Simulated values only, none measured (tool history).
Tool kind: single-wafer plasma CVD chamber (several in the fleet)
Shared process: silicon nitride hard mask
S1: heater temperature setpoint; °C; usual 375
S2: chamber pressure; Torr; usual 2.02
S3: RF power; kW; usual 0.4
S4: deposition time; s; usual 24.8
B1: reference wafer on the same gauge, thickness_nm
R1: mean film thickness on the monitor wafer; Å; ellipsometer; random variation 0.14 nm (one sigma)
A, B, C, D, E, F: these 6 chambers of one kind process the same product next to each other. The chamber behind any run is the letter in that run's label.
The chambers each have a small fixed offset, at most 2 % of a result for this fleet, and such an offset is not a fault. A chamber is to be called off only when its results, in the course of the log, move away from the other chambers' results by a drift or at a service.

run,hour,S1,S2,S3,S4,B1,R1
1B,7.5,375,2.02,0.4,24.8,31.195,370.88
2E,12.5,375,2.02,0.4,24.8,31.197,359.85
3A,19.5,375,2.02,0.4,24.8,31.161,367.36
4D,27.5,375,2.02,0.4,24.8,31.213,371.7
5F,35.9,375,2.02,0.4,24.8,31.212,369.77
6C,43.4,375,2.02,0.4,24.8,31.208,363.63
7D,48.5,375,2.02,0.4,24.8,31.196,369.19
8F,53.3,375,2.02,0.4,24.8,31.187,369.12
9C,61.7,375,2.02,0.4,24.8,31.173,365.15
10E,66.6,375,2.02,0.4,24.8,31.203,360.96
11A,72.1,375,2.02,0.4,20.3,31.178,298.43
12B,76.6,375,2.02,0.4,20.3,31.185,303.14
13D,81.2,375,2.02,0.4,20.3,31.183,305.63
# hour 87.9: chamber F: thermocouple changed; heater temperature recalibrated
14B,90.5,375,2.02,0.4,20.3,31.192,302.09
15F,96,375,2.02,0.4,20.3,31.2,300.5
16E,101.2,375,2.02,0.4,20.3,31.199,297.85
17C,108.5,375,2.02,0.34,24.8,31.236,329.91
18A,115.9,375,2.02,0.34,24.8,31.195,331.14
19B,120.8,375,2.02,0.34,24.8,31.227,334.56
20E,128.5,375,2.02,0.34,24.8,31.215,328.08
21F,133.7,375,2.02,0.34,24.8,31.209,332.46
22A,138,375,2.02,0.34,24.8,31.18,329.58
23D,145.5,375,2.02,0.4,24.8,31.183,370.62
24C,154.6,375,2.02,0.4,24.8,31.196,365.17
25B,162.3,375,2.02,0.4,24.8,31.179,371.43
26F,169.8,375,2.38,0.4,24.8,31.208,386.18
27E,174,375,2.38,0.4,24.8,31.177,378.23
28A,178.9,375,2.38,0.4,24.8,31.204,381.13
29C,186.8,375,2.38,0.4,24.8,31.196,380.4
30D,190.8,375,2.38,0.4,24.8,31.211,387.1
31D,195.9,375,2.38,0.4,24.8,31.192,389.12
32E,200.1,375,2.02,0.4,24.8,31.216,362.44
33F,205.2,375,2.02,0.4,24.8,31.201,367.92
34B,210.1,375,2.02,0.475,21.8,31.198,359.35
35A,217.4,375,2.02,0.475,21.8,31.178,355.55
# hour 222.3: chamber F: RF generator calibrated
36C,224.3,375,2.02,0.475,21.8,31.202,353.92
37F,231.8,375,2.02,0.475,21.8,31.164,357.4
38A,240.5,375,2.02,0.475,21.8,31.194,355.47
39C,248.7,375,2.02,0.475,21.8,31.198,355.55

Which is it: a chamber that has drifted or been left off by a service, a gauge drift common to all chambers, or only each chamber's usual small offset? If a chamber is off, name it and its likeliest cause.

Nothing is wrong: each chamber keeps only its own small, steady offset and the gauge holds still.
